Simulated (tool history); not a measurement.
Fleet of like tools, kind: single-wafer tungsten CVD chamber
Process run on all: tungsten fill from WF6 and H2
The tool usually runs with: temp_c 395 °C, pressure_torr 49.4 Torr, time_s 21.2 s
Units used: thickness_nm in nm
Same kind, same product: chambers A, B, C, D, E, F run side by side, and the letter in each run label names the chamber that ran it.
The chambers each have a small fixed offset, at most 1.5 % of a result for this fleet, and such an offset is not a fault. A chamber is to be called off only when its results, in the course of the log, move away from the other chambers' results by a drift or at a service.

run,hour,temp_c,pressure_torr,time_s,"read-back reference wafer on the same gauge, thickness_nm",thickness_nm
1B,4.6,395,49.4,21.2,82.533,70.536
2E,8.4,395,49.4,21.2,82.503,70.964
3F,14.6,395,49.4,21.2,82.54,69.927
4A,20.3,395,49.4,21.2,82.524,70.048
5C,25.3,395,49.4,21.2,82.482,70.812
6D,30.7,395,49.4,21.2,82.503,70.978
# hour 32.4: chamber C: thermocouple changed; heater temperature recalibrated
7C,34.8,395,49.4,21.2,82.593,70.5
8B,42.2,395,49.4,21.2,82.54,70.544
9F,49.5,395,49.4,21.2,82.443,70.488
10D,55.6,395,54.1,21.2,82.546,73.683
11E,60.9,395,54.1,21.2,82.469,74.47
12A,64.7,395,54.1,21.2,82.47,73.384
13B,69.1,395,54.1,21.2,82.431,73.457
14E,74.2,395,54.1,21.2,82.527,74.097
15C,81.1,395,54.1,21.2,82.487,73.523
16F,86.3,395,49.4,22.7,82.466,74.917
17D,90.6,395,49.4,22.7,82.568,76.076
18A,95.1,395,49.4,22.7,82.535,75.075
19E,99.7,395,49.4,22.7,82.49,76.498
20B,103.8,395,49.4,22.7,82.448,75.8
21F,108.5,395,49.4,22.7,82.449,75.036
22D,114.5,395,49.4,21.2,82.514,70.789
23A,120,395,49.4,21.2,82.382,70.529
24C,124.8,395,49.4,21.2,82.455,70.872
25A,130.2,395,49.4,21.2,82.486,70.162
26C,135.6,395,49.4,21.2,82.55,70.618
27D,143.3,395,49.4,17.3,82.518,57.197
28B,150.6,395,49.4,17.3,82.489,57.873
29E,154.9,395,49.4,17.3,82.49,58.022
30F,158.8,395,49.4,17.3,82.506,57.268
31B,163,395,49.4,17.3,82.521,57.808
32E,169.6,395,49.4,17.3,82.53,57.616
33D,175.2,395,49.4,21.2,82.494,69.829
34A,182.2,395,49.4,21.2,82.515,69.747
35F,189.5,395,49.4,21.2,82.461,69.645
36C,194.8,395,49.4,21.2,82.453,70.953
37B,198.8,395,59.7,21.2,82.564,76.786
38D,204.3,395,59.7,21.2,82.529,75.489

Decide between three cases: one chamber stands off from its peers, the gauge reading all wafers drifts, or nothing is wrong past each chamber's small offset. Where a chamber is off, say which and what most likely put it there.

One chamber, D, drifts off from the rest bit by bit.
Most likely cause: true pressure below the setpoint (%) = 5.88.
It could be hard to tell apart here from: wafer temperature below the value expected at the setpoint (K).

Here are 4 candidates for chamber D's next run, each the usual settings with a change, their results left as question marks. Which one brings its results back in line with what the others give on the usual settings?
In-line tolerance around the mean of the other chambers on the usual settings: thickness_nm 0.84 nm
39D-1,209.9,396,49.7,21.2,,?
39D-2,209.9,395,47.2,21.2,,?
39D-3,209.9,394,49,20.9,,?
39D-4,209.9,396,49.9,21.5,,?

Mean of the other chambers on the usual settings: thickness_nm 70.54 nm
run,thickness_nm
39D-1,70.553
39D-2,67.629
39D-3,66.552
39D-4,71.687
The right change is 39D-1: it brings the chamber back within the allowed miss of the others.
